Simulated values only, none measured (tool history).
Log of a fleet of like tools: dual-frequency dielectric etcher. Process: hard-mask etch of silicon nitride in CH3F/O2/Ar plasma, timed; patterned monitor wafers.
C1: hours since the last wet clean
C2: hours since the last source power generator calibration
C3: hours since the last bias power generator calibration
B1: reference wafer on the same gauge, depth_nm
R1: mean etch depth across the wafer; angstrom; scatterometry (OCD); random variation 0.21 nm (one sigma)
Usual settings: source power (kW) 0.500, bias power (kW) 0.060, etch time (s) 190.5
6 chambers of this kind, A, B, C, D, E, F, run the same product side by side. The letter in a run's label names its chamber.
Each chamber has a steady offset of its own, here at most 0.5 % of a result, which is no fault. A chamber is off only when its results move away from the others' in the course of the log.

{"run": "1E", "hour": 4.5, "source power (kW)": 0.5, "bias power (kW)": 0.06, "etch time (s)": 190.5, "C1": 482.3, "C2": 2075.4, "C3": 963.0, "B1": 131.99, "R1": 1361.1}
{"run": "2A", "hour": 8.8, "source power (kW)": 0.5, "bias power (kW)": 0.06, "etch time (s)": 190.5, "C1": 460.9, "C2": 2514.6, "C3": 1266.3, "B1": 131.92, "R1": 1358.4}
{"run": "3D", "hour": 12.3, "source power (kW)": 0.5, "bias power (kW)": 0.06, "etch time (s)": 190.5, "C1": 95.9, "C2": 2156.1, "C3": 632.6, "B1": 132.0, "R1": 1367.2}
{"run": "4F", "hour": 16.6, "source power (kW)": 0.5, "bias power (kW)": 0.06, "etch time (s)": 190.5, "C1": 291.3, "C2": 1513.6, "C3": 2394.9, "B1": 131.92, "R1": 1364.2}
{"run": "5C", "hour": 20.7, "source power (kW)": 0.5, "bias power (kW)": 0.06, "etch time (s)": 190.5, "C1": 467.7, "C2": 612.9, "C3": 1080.6, "B1": 131.9, "R1": 1362.1}
{"run": "6B", "hour": 24.8, "source power (kW)": 0.56, "bias power (kW)": 0.06, "etch time (s)": 231.0, "C1": 171.4, "C2": 2307.5, "C3": 2831.5, "B1": 131.82, "R1": 1735.1}
{"run": "7C", "hour": 28.3, "source power (kW)": 0.56, "bias power (kW)": 0.06, "etch time (s)": 231.0, "C1": 475.3, "C2": 620.5, "C3": 1088.2, "B1": 131.82, "R1": 1728.2}
{"run": "8B", "hour": 31.0, "source power (kW)": 0.56, "bias power (kW)": 0.06, "etch time (s)": 231.0, "C1": 177.6, "C2": 2313.7, "C3": 2837.7, "B1": 131.81, "R1": 1732.8}
{"hour": 31.7, "done": "chamber E: wet clean of the chamber"}
{"run": "9D", "hour": 35.5, "source power (kW)": 0.56, "bias power (kW)": 0.06, "etch time (s)": 231.0, "C1": 119.1, "C2": 2179.3, "C3": 655.8, "B1": 131.76, "R1": 1732.5}
{"run": "10E", "hour": 37.4, "source power (kW)": 0.56, "bias power (kW)": 0.06, "etch time (s)": 231.0, "C1": 5.7, "C2": 2108.3, "C3": 995.9, "B1": 131.73, "R1": 1724.1}
{"run": "11A", "hour": 39.9, "source power (kW)": 0.56, "bias power (kW)": 0.06, "etch time (s)": 231.0, "C1": 492.0, "C2": 2545.7, "C3": 1297.4, "B1": 131.71, "R1": 1719.7}
{"run": "12F", "hour": 43.7, "source power (kW)": 0.5, "bias power (kW)": 0.06, "etch time (s)": 190.5, "C1": 318.4, "C2": 1540.7, "C3": 2422.0, "B1": 131.66, "R1": 1361.0}
{"run": "13F", "hour": 46.2, "source power (kW)": 0.5, "bias power (kW)": 0.06, "etch time (s)": 190.5, "C1": 320.9, "C2": 1543.2, "C3": 2424.5, "B1": 131.7, "R1": 1360.8}
{"run": "14C", "hour": 50.2, "source power (kW)": 0.5, "bias power (kW)": 0.06, "etch time (s)": 190.5, "C1": 497.2, "C2": 642.4, "C3": 1110.1, "B1": 131.73, "R1": 1364.0}
{"hour": 51.4, "done": "chamber A: wet clean of the chamber"}
{"run": "15D", "hour": 52.3, "source power (kW)": 0.5, "bias power (kW)": 0.06, "etch time (s)": 190.5, "C1": 135.9, "C2": 2196.1, "C3": 672.6, "B1": 131.65, "R1": 1364.6}
{"run": "16B", "hour": 54.4, "source power (kW)": 0.5, "bias power (kW)": 0.06, "etch time (s)": 190.5, "C1": 201.0, "C2": 2337.1, "C3": 2861.1, "B1": 131.64, "R1": 1365.2}
{"run": "17A", "hour": 56.4, "source power (kW)": 0.5, "bias power (kW)": 0.06, "etch time (s)": 190.5, "C1": 5.1, "C2": 2562.2, "C3": 1313.9, "B1": 131.6, "R1": 1359.7}
{"run": "18E", "hour": 59.4, "source power (kW)": 0.5, "bias power (kW)": 0.06, "etch time (s)": 190.5, "C1": 27.7, "C2": 2130.3, "C3": 1017.9, "B1": 131.62, "R1": 1359.4}
{"run": "19F", "hour": 61.5, "source power (kW)": 0.41, "bias power (kW)": 0.06, "etch time (s)": 190.5, "C1": 336.2, "C2": 1558.5, "C3": 2439.8, "B1": 131.6, "R1": 1262.2}
{"run": "20E", "hour": 63.5, "source power (kW)": 0.41, "bias power (kW)": 0.06, "etch time (s)": 190.5, "C1": 31.8, "C2": 2134.4, "C3": 1022.0, "B1": 131.58, "R1": 1256.1}
{"run": "21C", "hour": 66.4, "source power (kW)": 0.41, "bias power (kW)": 0.06, "etch time (s)": 190.5, "C1": 513.4, "C2": 658.6, "C3": 1126.3, "B1": 131.55, "R1": 1256.6}
{"run": "22B", "hour": 70.5, "source power (kW)": 0.41, "bias power (kW)": 0.06, "etch time (s)": 190.5, "C1": 217.1, "C2": 2353.2, "C3": 2877.2, "B1": 131.56, "R1": 1263.6}
{"run": "23A", "hour": 73.2, "source power (kW)": 0.41, "bias power (kW)": 0.06, "etch time (s)": 190.5, "C1": 21.9, "C2": 2579.0, "C3": 1330.7, "B1": 131.55, "R1": 1257.3}
{"run": "24D", "hour": 77.0, "source power (kW)": 0.41, "bias power (kW)": 0.06, "etch time (s)": 190.5, "C1": 160.6, "C2": 2220.8, "C3": 697.3, "B1": 131.48, "R1": 1262.5}
{"run": "25D", "hour": 79.3, "source power (kW)": 0.5, "bias power (kW)": 0.06, "etch time (s)": 190.5, "C1": 162.9, "C2": 2223.1, "C3": 699.6, "B1": 131.4, "R1": 1360.7}
{"run": "26E", "hour": 83.6, "source power (kW)": 0.5, "bias power (kW)": 0.065, "etch time (s)": 238.5, "C1": 51.9, "C2": 2154.5, "C3": 1042.1, "B1": 131.39, "R1": 1746.4}
{"run": "27A", "hour": 86.2, "source power (kW)": 0.5, "bias power (kW)": 0.065, "etch time (s)": 238.5, "C1": 34.9, "C2": 2592.0, "C3": 1343.7, "B1": 131.4, "R1": 1741.9}
{"run": "28F", "hour": 90.8, "source power (kW)": 0.5, "bias power (kW)": 0.065, "etch time (s)": 238.5, "C1": 365.5, "C2": 1587.8, "C3": 2469.1, "B1": 131.37, "R1": 1745.5}
{"run": "29B", "hour": 94.1, "source power (kW)": 0.5, "bias power (kW)": 0.065, "etch time (s)": 238.5, "C1": 240.7, "C2": 2376.8, "C3": 2900.8, "B1": 131.35, "R1": 1753.2}
{"run": "30C", "hour": 98.0, "source power (kW)": 0.5, "bias power (kW)": 0.065, "etch time (s)": 238.5, "C1": 545.0, "C2": 690.2, "C3": 1157.9, "B1": 131.36, "R1": 1748.7}
{"run": "31B", "hour": 101.3, "source power (kW)": 0.5, "bias power (kW)": 0.065, "etch time (s)": 238.5, "C1": 247.9, "C2": 2384.0, "C3": 2908.0, "B1": 131.35, "R1": 1749.9}
{"run": "32F", "hour": 104.9, "source power (kW)": 0.5, "bias power (kW)": 0.06, "etch time (s)": 190.5, "C1": 379.6, "C2": 1601.9, "C3": 2483.2, "B1": 131.27, "R1": 1358.0}
{"run": "33A", "hour": 108.7, "source power (kW)": 0.5, "bias power (kW)": 0.06, "etch time (s)": 190.5, "C1": 57.4, "C2": 2614.5, "C3": 1366.2, "B1": 131.28, "R1": 1352.5}
{"run": "34C", "hour": 112.7, "source power (kW)": 0.5, "bias power (kW)": 0.06, "etch time (s)": 190.5, "C1": 559.7, "C2": 704.9, "C3": 1172.6, "B1": 131.25, "R1": 1355.6}
{"run": "35E", "hour": 115.6, "source power (kW)": 0.5, "bias power (kW)": 0.06, "etch time (s)": 190.5, "C1": 83.9, "C2": 2186.5, "C3": 1074.1, "B1": 131.15, "R1": 1353.0}
{"run": "36D", "hour": 118.8, "source power (kW)": 0.5, "bias power (kW)": 0.06, "etch time (s)": 190.5, "C1": 202.4, "C2": 2262.6, "C3": 739.1, "B1": 131.2, "R1": 1356.8}

All 6 chambers run these settings next. Forecast each chamber's results:
{"run": "37A", "hour": 122.1, "source power (kW)": 0.5, "bias power (kW)": 0.06, "etch time (s)": 190.5, "R1": "?"}
{"run": "37B", "hour": 122.1, "source power (kW)": 0.5, "bias power (kW)": 0.06, "etch time (s)": 190.5, "R1": "?"}
{"run": "37C", "hour": 122.1, "source power (kW)": 0.5, "bias power (kW)": 0.06, "etch time (s)": 190.5, "R1": "?"}
{"run": "37D", "hour": 122.1, "source power (kW)": 0.5, "bias power (kW)": 0.06, "etch time (s)": 190.5, "R1": "?"}
{"run": "37E", "hour": 122.1, "source power (kW)": 0.5, "bias power (kW)": 0.06, "etch time (s)": 190.5, "R1": "?"}
{"run": "37F", "hour": 122.1, "source power (kW)": 0.5, "bias power (kW)": 0.06, "etch time (s)": 190.5, "R1": "?"}

run=37A R1=1355.0
run=37B R1=1363.8
run=37C R1=1356.3
run=37D R1=1360.3
run=37E R1=1353.4
run=37F R1=1358.5
